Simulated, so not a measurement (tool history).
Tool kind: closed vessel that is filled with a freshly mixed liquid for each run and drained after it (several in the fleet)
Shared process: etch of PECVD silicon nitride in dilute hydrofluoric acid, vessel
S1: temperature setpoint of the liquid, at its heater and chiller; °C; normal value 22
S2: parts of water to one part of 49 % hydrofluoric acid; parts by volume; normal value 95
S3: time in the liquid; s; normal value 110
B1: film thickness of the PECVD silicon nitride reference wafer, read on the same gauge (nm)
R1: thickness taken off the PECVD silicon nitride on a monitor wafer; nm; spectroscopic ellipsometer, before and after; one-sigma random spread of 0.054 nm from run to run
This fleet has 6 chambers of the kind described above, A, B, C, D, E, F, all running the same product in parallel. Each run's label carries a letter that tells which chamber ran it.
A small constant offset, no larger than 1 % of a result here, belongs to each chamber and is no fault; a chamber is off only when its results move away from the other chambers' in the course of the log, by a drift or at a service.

run   hour    S1  S2   S3      B1      R1
       0.7  -- chamber C: thermometer replaced
 1D   10.8    22  95  110  109.97  5.6404
 2B   17.3    22  95  110  109.94   5.707
 3F   27.4    22  95  110     110  5.7307
 4E   32.5    22  95  110  109.98  5.7832
 5C   41.9    22  95  110     110  5.6835
 6A   48.1    22  95  110  110.01   5.858
 7F   56.5    22  95  110  109.98  5.7149
 8E   65.8    22  95  110  109.96  5.7776
 9B   73.4    22  95  110  109.96  5.7714
10A   80.9    22  95  110  109.97   5.745
11C   88.2  20.5  95   80  110.05  3.8274
12D   93.4  20.5  95   80  109.99  3.7439
13A  103.2  20.5  95   80  109.98  3.8106
14E  112.6  20.5  95   80  109.97  3.6744
15B  117.5  20.5  95   80  110.01  3.8781
16C  123.1  20.5  95   80  109.99  3.8058
17D  132.9    22  95  110  109.98  5.6918
18F  141.9    22  95  110  109.99  5.6415
19A  147.1    22  95  110  109.98  5.7761
20E  157.3    22  95  110  110.01  5.7694
21B  162.2    22  95  110     110  6.1229
22C  170.3    22  95  110  109.95  5.8099
23D  178.1    22  95  110     110  5.6899
24F    183    22  95  110     110  5.7152
25C  191.5    22  95  110  110.03  5.8416
26E  198.8    22  95   50  109.99  2.6016
27B  209.8    22  95   50     110  2.7908
28F  214.7    22  95   50  110.01  2.5617
29A  223.4    22  95   50  109.98  2.6491
30D  233.7    22  95   50  109.99  2.6247
31E  240.3    22  95   50  110.02  2.6033
32F  249.5  17.5  95  110  109.99  4.2072
33D  260.3  17.5  95  110     110   4.178
34B  267.5  17.5  95  110  110.03  4.6003
35A  273.9  17.5  95  110  109.98  4.3246
36C  283.2  17.5  95  110  110.02  4.2415

Has any chamber moved away from the others, gradually or after a service, or does the common gauge drift, or do the chambers differ only by their own small steady offsets? State the chamber and the most likely cause if one applies.

Chamber B drifts away from the others.
Cause: liquid hotter than its thermometer reads (K) = 1.57.
The log may not tell that from: hydrofluoric acid flow above the setpoint (%).

Which of the 4 candidates below, each the usual settings with something changed and its results left as question marks, puts chamber B back in line with what the other chambers give on the usual settings?
In line means no further than this from the other chambers' mean on the usual settings: R1 0.19 nm
37B-1  291.2    22  90  115       ?
37B-2  291.2    22  95  115       ?
37B-3  291.2  20.5  95  110       ?
37B-4  291.2    22  95  105       ?

The mean the other chambers reach with the usual settings: R1 5.7333 nm
  run      R1
37B-1  6.9847
37B-2  6.6166
37B-3  5.7265
37B-4  6.0412
37B-3 brings the chamber back in line.

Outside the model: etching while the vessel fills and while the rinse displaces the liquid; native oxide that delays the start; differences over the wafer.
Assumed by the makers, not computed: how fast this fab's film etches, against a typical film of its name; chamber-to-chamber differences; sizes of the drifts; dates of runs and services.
